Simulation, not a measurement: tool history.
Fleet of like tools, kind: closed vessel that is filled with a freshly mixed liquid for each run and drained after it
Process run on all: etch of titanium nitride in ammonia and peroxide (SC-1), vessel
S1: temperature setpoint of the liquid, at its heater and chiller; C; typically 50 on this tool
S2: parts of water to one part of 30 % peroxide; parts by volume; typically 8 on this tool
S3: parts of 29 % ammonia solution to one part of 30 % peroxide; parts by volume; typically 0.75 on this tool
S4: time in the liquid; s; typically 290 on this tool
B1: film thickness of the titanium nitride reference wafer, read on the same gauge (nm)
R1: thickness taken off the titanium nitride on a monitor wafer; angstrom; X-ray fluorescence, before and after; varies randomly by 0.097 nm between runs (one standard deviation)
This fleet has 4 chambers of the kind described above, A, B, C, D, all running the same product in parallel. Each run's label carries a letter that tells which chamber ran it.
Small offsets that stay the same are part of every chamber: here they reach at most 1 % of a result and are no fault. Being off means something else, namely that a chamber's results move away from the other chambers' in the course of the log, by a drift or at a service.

run	hour	S1	S2	S3	S4	B1	R1
1D	3.8	50	8	0.75	290	110.02	148.86
2A	6.9	50	8	0.75	290	110	153.5
3C	9.3	50	8	0.75	290	110.02	149.93
4B	12.8	50	8	0.75	290	109.99	150.05
5D	15	50	8	0.75	290	109.98	151.53
6C	19.2	50	8	0.75	290	109.98	151.08
7B	22.8	50	8	0.75	290	109.97	151.03
8A	25.5	50	8	0.75	290	110.02	152.31
9C	29.8	50	9.5	0.75	205	109.99	98.706
10B	34.2	50	9.5	0.75	205	110	97.105
11A	36.6	50	9.5	0.75	205	110.02	98.816
12D	39.6	50	9.5	0.75	205	110	98.761
13D	42.9	50	8	0.75	290	109.98	150.95
14B	47.1	59	10.5	0.75	290	110	244.82
15C	51.8	59	10.5	0.75	290	109.97	245.13
16A	56.3	59	10.5	0.75	290	110.03	244.97
17C	59.5	59	10.5	0.75	290	109.99	244.36
18D	62.6	42	8	0.75	290	110.01	87.241
19B	65.4	42	8	0.75	290	110	83.537
20A	70.1	42	8	0.75	290	110	85.733
21B	72.2	42	8	0.75	290	109.99	83.768
22D	74.9	50	8	0.75	290	110.01	156.38
23A	78.6	50	8	0.75	290	110	153.22
24C	82.1	50	8	0.75	290	109.96	149.83
25B	85.7	50	8	0.75	290	110	150.56
26D	89.5	50	8	0.75	290	110.02	158.51
27A	92.3	50	8	0.75	290	109.98	151.3
28C	94.9	50	8	0.75	290	109.98	150.12
29C	99.7	50	8	0.75	290	110.05	152.75
30A	102.9	50	8	0.75	290	110	152.01
31D	105	50	8	0.75	290	109.97	159.67
32B	108.8	50	8	0.75	290	109.98	149.24
33C	112.8	50	8	0.75	290	110.01	150.89
34D	115.9	50	8	0.75	290	109.99	163.71
35B	119.5	50	8	0.75	290	110.03	149.81
36A	123.7	50	8	0.75	290	110.03	152.59
37D	126.5	50	8	0.75	290	110.03	161.82

Next, every chamber runs the same settings. What will each give?
38A	130	50	8	0.75	290		?
38B	130	50	8	0.75	290		?
38C	130	50	8	0.75	290		?
38D	130	50	8	0.75	290		?

run	R1
38A	151.91
38B	150.74
38C	151.12
38D	162.49
